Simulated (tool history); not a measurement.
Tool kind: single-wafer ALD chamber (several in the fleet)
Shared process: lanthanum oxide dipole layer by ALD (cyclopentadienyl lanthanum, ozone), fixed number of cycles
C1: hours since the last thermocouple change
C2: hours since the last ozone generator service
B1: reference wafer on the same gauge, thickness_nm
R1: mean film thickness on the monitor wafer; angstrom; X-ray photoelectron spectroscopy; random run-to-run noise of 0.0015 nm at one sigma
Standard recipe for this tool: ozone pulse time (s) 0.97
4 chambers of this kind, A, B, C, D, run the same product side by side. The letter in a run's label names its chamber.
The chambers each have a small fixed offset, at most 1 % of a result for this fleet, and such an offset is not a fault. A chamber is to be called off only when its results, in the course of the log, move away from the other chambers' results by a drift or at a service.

At hour 5.6: chamber B: thermocouple changed; heater temperature recalibrated.
Run 1B, hour 6: usual settings; C1 0.4; C2 16.7; B1 0.4497. Result: R1 4.9744 angstrom.
Run 2C, hour 12.7: usual settings; C1 1351.4; C2 464.6; B1 0.44984. Result: R1 4.9253 angstrom.
Run 3D, hour 22.1: usual settings; C1 84; C2 1219.5; B1 0.45032. Result: R1 4.9566 angstrom.
Run 4A, hour 27.3: usual settings; C1 1525.7; C2 718.4; B1 0.45016. Result: R1 4.9581 angstrom.
Run 5D, hour 36.2: usual settings; C1 98.1; C2 1233.6; B1 0.45029. Result: R1 4.949 angstrom.
Run 6C, hour 43.1: usual settings; C1 1381.8; C2 495; B1 0.44984. Result: R1 4.915 angstrom.
Run 7A, hour 47.6: usual settings; C1 1546; C2 738.7; B1 0.44991. Result: R1 4.9662 angstrom.
Run 8B, hour 52.9: usual settings; C1 47.3; C2 63.6; B1 0.44995. Result: R1 4.9776 angstrom.
Run 9C, hour 58.9: usual settings; C1 1397.6; C2 510.8; B1 0.45044. Result: R1 4.9402 angstrom.
Run 10B, hour 67.5: usual settings; C1 61.9; C2 78.2; B1 0.45009. Result: R1 4.9859 angstrom.
Run 11A, hour 74.1: usual settings; C1 1572.5; C2 765.2; B1 0.45033. Result: R1 4.9979 angstrom.
Run 12D, hour 78.8: usual settings; C1 140.7; C2 1276.2; B1 0.45018. Result: R1 4.9485 angstrom.
Run 13C, hour 85.9: usual settings; C1 1424.6; C2 537.8; B1 0.45042. Result: R1 4.9462 angstrom.
Run 14D, hour 94.9: usual settings; C1 156.8; C2 1292.3; B1 0.44986. Result: R1 4.969 angstrom.
Run 15A, hour 100: usual settings; C1 1598.4; C2 791.1; B1 0.44987. Result: R1 4.9636 angstrom.
Run 16B, hour 105.7: usual settings; C1 100.1; C2 116.4; B1 0.45014. Result: R1 4.958 angstrom.
Run 17D, hour 111.3: usual settings; C1 173.2; C2 1308.7; B1 0.45019. Result: R1 4.9593 angstrom.
Run 18A, hour 115.9: usual settings; C1 1614.3; C2 807; B1 0.44992. Result: R1 4.9878 angstrom.
Run 19B, hour 121.4: usual settings; C1 115.8; C2 132.1; B1 0.4497. Result: R1 4.9602 angstrom.
Run 20C, hour 129.9: usual settings; C1 1468.6; C2 581.8; B1 0.44967. Result: R1 4.9406 angstrom.
Run 21D, hour 134.4: usual settings; C1 196.3; C2 1331.8; B1 0.44975. Result: R1 4.9451 angstrom.
Run 22A, hour 143.5: usual settings; C1 1641.9; C2 834.6; B1 0.45027. Result: R1 4.9675 angstrom.
Run 23C, hour 150.4: usual settings but ozone pulse time (s) 0.79; C1 1489.1; C2 602.3; B1 0.45. Result: R1 4.5626 angstrom.
Run 24B, hour 160: usual settings but ozone pulse time (s) 0.79; C1 154.4; C2 170.7; B1 0.45006. Result: R1 4.5895 angstrom.
Run 25B, hour 164.6: usual settings but ozone pulse time (s) 0.79; C1 159; C2 175.3; B1 0.44969. Result: R1 4.5998 angstrom.
Run 26A, hour 169.2: usual settings but ozone pulse time (s) 0.79; C1 1667.6; C2 860.3; B1 0.45013. Result: R1 4.6032 angstrom.

Each of the 4 chambers runs these same settings next. Fill in every chamber's results:
Run 27A, hour 176.2: usual settings. Result: R1 ?.
Run 27B, hour 176.2: usual settings. Result: R1 ?.
Run 27C, hour 176.2: usual settings. Result: R1 ?.
Run 27D, hour 176.2: usual settings. Result: R1 ?.

run      R1
27A  4.9679
27B  4.9783
27C  4.9618
27D  4.9496
